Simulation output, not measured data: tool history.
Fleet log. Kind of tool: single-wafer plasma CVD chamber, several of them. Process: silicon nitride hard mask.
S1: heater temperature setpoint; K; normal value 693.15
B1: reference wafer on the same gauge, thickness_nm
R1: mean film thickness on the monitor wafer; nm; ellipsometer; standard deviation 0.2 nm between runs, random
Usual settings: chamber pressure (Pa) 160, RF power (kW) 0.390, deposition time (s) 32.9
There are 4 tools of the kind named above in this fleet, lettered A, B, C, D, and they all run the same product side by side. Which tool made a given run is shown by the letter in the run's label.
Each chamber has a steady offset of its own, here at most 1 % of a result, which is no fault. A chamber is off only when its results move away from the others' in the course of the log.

Run 1A, hour 13.2: usual settings; B1 41.132. Result: R1 41.458 nm.
At hour 21.0: chamber B: thermocouple changed; heater temperature recalibrated.
Run 2B, hour 27.1: usual settings; B1 41.145. Result: R1 40.820 nm.
Run 3D, hour 39.3: usual settings; B1 41.124. Result: R1 40.964 nm.
Run 4C, hour 48.4: usual settings; B1 41.109. Result: R1 40.788 nm.
Run 5B, hour 59.1: usual settings; B1 41.064. Result: R1 40.909 nm.
Run 6C, hour 69.8: usual settings but S1 684.15 K, chamber pressure (Pa) 183; B1 41.042. Result: R1 42.790 nm.
Run 7A, hour 82.4: usual settings but S1 684.15 K, chamber pressure (Pa) 183; B1 41.046. Result: R1 43.070 nm.
Run 8D, hour 91.5: usual settings but S1 684.15 K, chamber pressure (Pa) 183; B1 41.101. Result: R1 42.369 nm.
Run 9C, hour 104.4: usual settings but S1 684.15 K, chamber pressure (Pa) 183; B1 41.096. Result: R1 42.837 nm.
Run 10B, hour 113.1: usual settings; B1 41.112. Result: R1 40.414 nm.
Run 11D, hour 119.8: usual settings; B1 41.106. Result: R1 40.452 nm.
At hour 131.6: chamber C: RF generator calibrated.
Run 12A, hour 133.3: usual settings; B1 41.154. Result: R1 41.307 nm.
Run 13A, hour 145.3: usual settings but S1 688.15 K, deposition time (s) 39.1; B1 41.096. Result: R1 48.835 nm.
Run 14C, hour 154.2: usual settings but S1 688.15 K, deposition time (s) 39.1; B1 41.060. Result: R1 48.554 nm.
Run 15D, hour 163.6: usual settings but S1 688.15 K, deposition time (s) 39.1; B1 41.107. Result: R1 48.576 nm.
Run 16B, hour 175.4: usual settings but S1 688.15 K, deposition time (s) 39.1; B1 41.122. Result: R1 48.517 nm.
Run 17C, hour 188.7: usual settings; B1 41.071. Result: R1 41.149 nm.
Run 18B, hour 200.1: usual settings; B1 41.127. Result: R1 40.573 nm.
Run 19D, hour 211.8: usual settings; B1 41.146. Result: R1 40.258 nm.
Run 20A, hour 219.6: usual settings; B1 41.095. Result: R1 40.977 nm.
Run 21C, hour 231.2: usual settings; B1 41.105. Result: R1 41.086 nm.
Run 22D, hour 246.2: usual settings but S1 682.15 K; B1 41.129. Result: R1 40.857 nm.
Run 23A, hour 256.9: usual settings but S1 682.15 K; B1 41.139. Result: R1 41.513 nm.
Run 24B, hour 265.8: usual settings but S1 682.15 K; B1 41.101. Result: R1 40.794 nm.
Run 25A, hour 276.7: usual settings but S1 682.15 K; B1 41.096. Result: R1 41.432 nm.
Run 26C, hour 286.8: usual settings; B1 41.108. Result: R1 41.045 nm.
Run 27B, hour 298.7: usual settings; B1 41.052. Result: R1 40.958 nm.
Run 28D, hour 307.9: usual settings; B1 41.128. Result: R1 40.489 nm.
Run 29C, hour 314.7: usual settings but chamber pressure (Pa) 137; B1 41.098. Result: R1 39.039 nm.
Run 30B, hour 324.3: usual settings but chamber pressure (Pa) 137; B1 41.118. Result: R1 38.905 nm.
Run 31D, hour 333.9: usual settings but chamber pressure (Pa) 137; B1 41.072. Result: R1 38.339 nm.
At hour 337.2: chamber D: capacitance manometer re-zeroed and calibrated.
Run 32A, hour 343.8: usual settings but chamber pressure (Pa) 137; B1 41.093. Result: R1 38.967 nm.
Run 33B, hour 352.6: usual settings; B1 41.096. Result: R1 40.922 nm.
Run 34C, hour 360.5: usual settings; B1 41.103. Result: R1 40.586 nm.
Run 35A, hour 368.6: usual settings; B1 41.108. Result: R1 41.074 nm.
Run 36D, hour 379.7: usual settings; B1 41.158. Result: R1 40.273 nm.
Run 37A, hour 386.6: usual settings; B1 41.077. Result: R1 40.965 nm.
Run 38B, hour 396.9: usual settings; B1 41.075. Result: R1 40.666 nm.
Run 39D, hour 404.1: usual settings; B1 41.053. Result: R1 39.762 nm.
Run 40C, hour 417.5: usual settings; B1 41.120. Result: R1 41.458 nm.
Run 41D, hour 432.2: usual settings; B1 41.068. Result: R1 40.023 nm.
Run 42C, hour 441.6: usual settings; B1 41.044. Result: R1 40.858 nm.
Run 43A, hour 451.9: usual settings; B1 41.142. Result: R1 41.032 nm.
Run 44B, hour 461.6: usual settings; B1 41.134. Result: R1 41.013 nm.

For the next run the whole fleet of 4 chambers uses the same settings. Give each chamber's results:
Run 45A, hour 472.5: usual settings but chamber pressure (Pa) 135. Result: R1 ?.
Run 45B, hour 472.5: usual settings but chamber pressure (Pa) 135. Result: R1 ?.
Run 45C, hour 472.5: usual settings but chamber pressure (Pa) 135. Result: R1 ?.
Run 45D, hour 472.5: usual settings but chamber pressure (Pa) 135. Result: R1 ?.

run      R1
45A  39.157
45B  38.249
45C  38.725
45D  37.402
